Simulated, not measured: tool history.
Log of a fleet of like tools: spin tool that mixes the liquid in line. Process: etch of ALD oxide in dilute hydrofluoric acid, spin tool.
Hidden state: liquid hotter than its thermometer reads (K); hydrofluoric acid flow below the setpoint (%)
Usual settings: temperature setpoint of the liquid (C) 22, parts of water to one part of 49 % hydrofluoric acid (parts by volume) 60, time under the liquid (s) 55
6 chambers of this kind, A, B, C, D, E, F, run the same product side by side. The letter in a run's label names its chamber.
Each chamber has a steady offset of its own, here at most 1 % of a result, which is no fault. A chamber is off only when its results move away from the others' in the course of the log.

run,hour,temperature setpoint of the liquid (C),parts of water to one part of 49 % hydrofluoric acid (parts by volume),time under the liquid (s),hours since the thermometer was replaced,hours since the hydrofluoric acid flow meter was replaced,"read-back film thickness of the ALD oxide reference wafer, read on the same gauge (nm)",thickness taken off the ALD oxide on a monitor wafer (nm)
1C,11.0,22,60,55,1276.1,1300.1,110.00,28.655
2D,17.4,22,60,55,252.9,791.6,110.02,28.928
3E,23.8,22,60,55,2507.9,224.1,109.99,29.055
4A,33.4,22,60,55,488.7,1243.4,110.06,29.073
5F,43.6,22,60,55,650.7,216.0,109.98,28.926
6B,50.7,22,60,55,969.2,105.6,109.98,28.995
7A,63.7,22,60,55,519.0,1273.7,109.99,29.184
8C,77.6,22,60,55,1342.7,1366.7,110.03,28.647
9D,90.9,22,60,55,326.4,865.1,110.05,28.654
10B,102.0,22,60,55,1020.5,156.9,110.02,29.332
11F,111.5,22,60,55,718.6,283.9,110.02,29.057
# hour 117.4: chamber E: thermometer replaced
12E,118.5,22,60,55,1.2,318.8,109.98,29.078
13E,127.5,22,60,55,10.2,327.8,109.98,29.221
14B,139.9,22,60,55,1058.4,194.8,110.00,29.204
15A,152.8,22,60,55,608.1,1362.8,109.99,28.881
16D,164.5,22,60,55,400.0,938.7,110.02,28.917
17F,176.1,22,60,55,783.2,348.5,109.99,29.131
18C,189.9,22,60,55,1455.0,1479.0,110.02,28.965
19A,196.8,22,60,55,652.1,1406.8,110.01,28.890
20C,204.1,22,60,55,1469.2,1493.2,110.03,28.871
21D,210.9,22,60,55,446.4,985.1,110.02,29.005
22F,223.7,22,60,55,830.8,396.1,110.01,29.067
23B,230.0,22,60,55,1148.5,284.9,109.96,29.640
24E,242.3,22,60,55,125.0,442.6,110.01,29.127
25F,249.3,22,60,55,856.4,421.7,110.02,28.953
26B,258.7,22,60,55,1177.2,313.6,110.00,29.761
27E,270.2,22,80,55,152.9,470.5,109.96,21.296
28D,279.4,22,80,55,514.9,1053.6,110.01,21.262
29C,290.6,22,80,55,1555.7,1579.7,109.95,21.215
30A,299.2,22,80,55,754.5,1509.2,110.02,21.313
31E,312.4,22,80,55,195.1,512.7,109.98,21.279
32F,324.4,22,80,55,931.5,496.8,110.00,21.303
# hour 331.4: chamber E: hydrofluoric acid flow meter replaced
33A,336.4,22,60,55,791.7,1546.4,110.00,29.053
34D,349.4,18,60,55,584.9,1123.6,109.99,24.596
35B,360.8,18,60,55,1279.3,415.7,109.99,25.450
36C,372.6,18,60,55,1637.7,1661.7,109.99,24.419
37A,383.9,18,60,55,839.2,1593.9,110.04,24.374
38C,391.9,18,60,55,1657.0,1681.0,110.00,24.372
39D,405.2,18,60,55,640.7,1179.4,109.98,24.475
40F,413.5,22,60,55,1020.6,585.9,109.98,28.798
41E,421.2,22,60,55,303.9,89.8,110.01,28.754
42B,428.8,22,60,55,1347.3,483.7,110.04,30.237

What goes on in this fleet: one chamber off, a drifting gauge, or nothing beyond the chambers' own small offsets? Name the chamber and the cause, if any.

Chamber B drifts away from the others.
Cause: liquid hotter than its thermometer reads (K) = 1.01.
The log may not tell that from: hydrofluoric acid flow above the setpoint (%).

Here are 4 candidates for chamber B's next run, each the usual settings with a change, their results left as question marks. Which one brings its results back in line with what the others give on the usual settings?
In line means no further than this from the other chambers' mean on the usual settings: thickness taken off the ALD oxide on a monitor wafer (nm) 0.490
43B-1,439.0,21,60,55,,,,?
43B-2,439.0,24,60,55,,,,?
43B-3,439.0,23,60,55,,,,?
43B-4,439.0,22,65,55,,,,?

The other chambers' mean on the usual settings: thickness taken off the ALD oxide on a monitor wafer (nm) 28.931
run,thickness taken off the ALD oxide on a monitor wafer (nm)
43B-1,29.187
43B-2,32.994
43B-3,31.692
43B-4,27.938
43B-1 brings the chamber back in line.
